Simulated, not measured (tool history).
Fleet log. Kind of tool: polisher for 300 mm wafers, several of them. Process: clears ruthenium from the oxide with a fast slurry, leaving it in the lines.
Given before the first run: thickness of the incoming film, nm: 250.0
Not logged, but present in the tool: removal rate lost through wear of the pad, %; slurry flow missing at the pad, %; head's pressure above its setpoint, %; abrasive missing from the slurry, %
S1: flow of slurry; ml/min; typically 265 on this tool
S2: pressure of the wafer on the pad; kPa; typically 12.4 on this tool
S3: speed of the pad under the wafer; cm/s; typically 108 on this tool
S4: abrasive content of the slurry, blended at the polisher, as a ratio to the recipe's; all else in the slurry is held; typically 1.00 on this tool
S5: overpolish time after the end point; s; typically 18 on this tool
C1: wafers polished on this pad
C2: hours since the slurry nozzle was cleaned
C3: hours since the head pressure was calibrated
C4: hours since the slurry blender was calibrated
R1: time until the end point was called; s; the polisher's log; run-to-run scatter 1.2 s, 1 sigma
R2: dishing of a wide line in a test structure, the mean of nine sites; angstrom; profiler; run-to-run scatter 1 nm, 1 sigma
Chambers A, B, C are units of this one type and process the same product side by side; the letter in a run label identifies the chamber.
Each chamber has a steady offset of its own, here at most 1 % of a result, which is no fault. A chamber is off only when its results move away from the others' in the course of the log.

{"day": 0.058, "done": "chamber B: worn pad replaced by a new one"}
{"run": "1B", "day": 0.283, "S1": 265, "S2": 12.4, "S3": 108, "S4": 1.0, "S5": 18, "C1": 45, "C2": 454.8, "C3": 989.3, "C4": 237.2, "R1": 81.015, "R2": 461.75}
{"run": "2A", "day": 0.433, "S1": 265, "S2": 12.4, "S3": 108, "S4": 1.0, "S5": 18, "C1": 1019, "C2": 377.7, "C3": 430.3, "C4": 22.0, "R1": 80.846, "R2": 449.33}
{"run": "3C", "day": 0.629, "S1": 265, "S2": 12.4, "S3": 108, "S4": 1.0, "S5": 18, "C1": 385, "C2": 382.0, "C3": 447.7, "C4": 79.8, "R1": 81.173, "R2": 470.76}
{"day": 0.75, "done": "chamber A: worn pad replaced by a new one"}
{"run": "4C", "day": 0.917, "S1": 265, "S2": 12.4, "S3": 108, "S4": 1.0, "S5": 18, "C1": 443, "C2": 388.9, "C3": 454.6, "C4": 86.7, "R1": 80.706, "R2": 455.31}
{"run": "5A", "day": 1.171, "S1": 265, "S2": 12.4, "S3": 108, "S4": 1.0, "S5": 18, "C1": 85, "C2": 395.4, "C3": 448.0, "C4": 39.7, "R1": 78.204, "R2": 475.59}
{"run": "6B", "day": 1.45, "S1": 265, "S2": 10.3, "S3": 108, "S4": 1.0, "S5": 18, "C1": 279, "C2": 482.8, "C3": 1017.3, "C4": 265.2, "R1": 97.42, "R2": 383.83}
{"run": "7B", "day": 1.758, "S1": 265, "S2": 10.3, "S3": 108, "S4": 1.0, "S5": 18, "C1": 341, "C2": 490.2, "C3": 1024.7, "C4": 272.6, "R1": 98.812, "R2": 411.34}
{"day": 2.017, "done": "chamber B: slurry nozzle cleaned"}
{"run": "8A", "day": 2.054, "S1": 265, "S2": 10.3, "S3": 108, "S4": 1.0, "S5": 18, "C1": 262, "C2": 416.6, "C3": 469.2, "C4": 60.9, "R1": 97.071, "R2": 386.97}
{"run": "9C", "day": 2.279, "S1": 265, "S2": 12.4, "S3": 108, "S4": 1.0, "S5": 18, "C1": 716, "C2": 421.6, "C3": 487.3, "C4": 119.4, "R1": 84.055, "R2": 447.16}
{"day": 2.446, "done": "chamber B: head pressure recalibrated"}
{"day": 2.458, "done": "chamber A: slurry nozzle cleaned"}
{"run": "10A", "day": 2.521, "S1": 265, "S2": 12.4, "S3": 108, "S4": 1.0, "S5": 18, "C1": 356, "C2": 1.6, "C3": 480.4, "C4": 72.1, "R1": 80.886, "R2": 459.37}
{"day": 2.571, "done": "chamber B: worn pad replaced by a new one"}
{"run": "11B", "day": 2.788, "S1": 265, "S2": 12.4, "S3": 108, "S4": 1.0, "S5": 18, "C1": 43, "C2": 18.5, "C3": 8.3, "C4": 297.3, "R1": 79.547, "R2": 457.29}
{"run": "12C", "day": 3.012, "S1": 265, "S2": 12.4, "S3": 108, "S4": 1.0, "S5": 18, "C1": 864, "C2": 439.2, "C3": 504.9, "C4": 137.0, "R1": 87.213, "R2": 454.43}
{"run": "13A", "day": 3.171, "S1": 265, "S2": 12.4, "S3": 108, "S4": 1.0, "S5": 18, "C1": 486, "C2": 17.2, "C3": 496.0, "C4": 87.7, "R1": 79.871, "R2": 470.2}
{"day": 3.271, "done": "chamber C: worn pad replaced by a new one"}
{"run": "14B", "day": 3.342, "S1": 265, "S2": 12.4, "S3": 108, "S4": 1.0, "S5": 18, "C1": 154, "C2": 31.8, "C3": 21.6, "C4": 310.6, "R1": 77.896, "R2": 469.01}
{"run": "15C", "day": 3.65, "S1": 265, "S2": 12.4, "S3": 108, "S4": 1.0, "S5": 18, "C1": 76, "C2": 454.5, "C3": 520.2, "C4": 152.3, "R1": 86.905, "R2": 434.48}
{"run": "16C", "day": 3.804, "S1": 265, "S2": 12.4, "S3": 108, "S4": 1.0, "S5": 18, "C1": 107, "C2": 458.2, "C3": 523.9, "C4": 156.0, "R1": 90.09, "R2": 420.79}
{"day": 3.992, "done": "chamber A: slurry blender recalibrated"}
{"run": "17B", "day": 4.1, "S1": 265, "S2": 12.4, "S3": 108, "S4": 0.85, "S5": 9, "C1": 307, "C2": 50.0, "C3": 39.8, "C4": 328.8, "R1": 88.631, "R2": 231.93}
{"run": "18A", "day": 4.35, "S1": 265, "S2": 12.4, "S3": 108, "S4": 0.85, "S5": 9, "C1": 723, "C2": 45.5, "C3": 524.3, "C4": 8.7, "R1": 85.754, "R2": 221.83}
{"run": "19A", "day": 4.508, "S1": 265, "S2": 12.4, "S3": 108, "S4": 0.85, "S5": 9, "C1": 755, "C2": 49.3, "C3": 528.1, "C4": 12.5, "R1": 87.892, "R2": 223.75}
{"run": "20C", "day": 4.717, "S1": 265, "S2": 12.4, "S3": 108, "S4": 1.0, "S5": 18, "C1": 290, "C2": 480.1, "C3": 545.8, "C4": 177.9, "R1": 89.81, "R2": 428.16}
{"run": "21B", "day": 4.933, "S1": 265, "S2": 14.5, "S3": 108, "S4": 1.0, "S5": 9, "C1": 474, "C2": 70.0, "C3": 59.8, "C4": 348.8, "R1": 68.057, "R2": 295.78}
{"run": "22B", "day": 5.071, "S1": 265, "S2": 14.5, "S3": 108, "S4": 1.0, "S5": 9, "C1": 502, "C2": 73.3, "C3": 63.1, "C4": 352.1, "R1": 68.787, "R2": 288.22}
{"day": 5.129, "done": "chamber B: worn pad replaced by a new one"}
{"day": 5.329, "done": "chamber A: worn pad replaced by a new one"}
{"run": "23A", "day": 5.371, "S1": 265, "S2": 14.5, "S3": 108, "S4": 1.0, "S5": 9, "C1": 8, "C2": 70.0, "C3": 548.8, "C4": 33.2, "R1": 71.008, "R2": 281.62}
{"run": "24C", "day": 5.554, "S1": 265, "S2": 12.4, "S3": 108, "S4": 1.15, "S5": 18, "C1": 458, "C2": 500.2, "C3": 565.9, "C4": 198.0, "R1": 87.702, "R2": 435.68}
{"run": "25C", "day": 5.746, "S1": 265, "S2": 12.4, "S3": 108, "S4": 1.15, "S5": 18, "C1": 497, "C2": 504.8, "C3": 570.5, "C4": 202.6, "R1": 89.236, "R2": 425.97}
{"run": "26B", "day": 6.033, "S1": 265, "S2": 12.4, "S3": 108, "S4": 1.15, "S5": 18, "C1": 181, "C2": 96.4, "C3": 86.2, "C4": 375.2, "R1": 77.145, "R2": 498.28}
{"run": "27A", "day": 6.258, "S1": 265, "S2": 12.4, "S3": 108, "S4": 1.0, "S5": 18, "C1": 186, "C2": 91.3, "C3": 570.1, "C4": 54.5, "R1": 80.183, "R2": 465.07}

Is one chamber out of step, is the gauge drifting, or do the chambers differ by no more than their own small offsets? For an off chamber, give its letter and the likeliest cause.

It is chamber C that slowly wanders off from its peers.
Likeliest cause: abrasive missing from the slurry, % = 30.2.

Below are 4 candidate recipes for chamber C's next run, each the usual settings with a change, their results shown as question marks. Which of them brings C's results back in line with what the other chambers give on the usual settings?
A result is in line if it is within this distance of the other chambers' mean on the usual settings: R1 4.100 s; R2 36.00 angstrom
{"run": "28C-1", "day": 6.479, "S1": 260, "S2": 11.0, "S3": 94, "S4": 0.95, "S5": 18, "R1": "?", "R2": "?"}
{"run": "28C-2", "day": 6.479, "S1": 270, "S2": 13.1, "S3": 118, "S4": 1.05, "S5": 18, "R1": "?", "R2": "?"}
{"run": "28C-3", "day": 6.479, "S1": 260, "S2": 11.7, "S3": 98, "S4": 0.95, "S5": 18, "R1": "?", "R2": "?"}
{"run": "28C-4", "day": 6.479, "S1": 270, "S2": 13.8, "S3": 124, "S4": 1.05, "S5": 18, "R1": "?", "R2": "?"}

Mean of the other chambers on the usual settings: R1 80.277 s; R2 464.47 angstrom
run=28C-1 R1=127.900 R2=303.31
run=28C-2 R1=81.068 R2=464.29
run=28C-3 R1=115.470 R2=334.07
run=28C-4 R1=73.301 R2=509.05
28C-2 is the one that brings the chamber's results back in line with the other chambers.
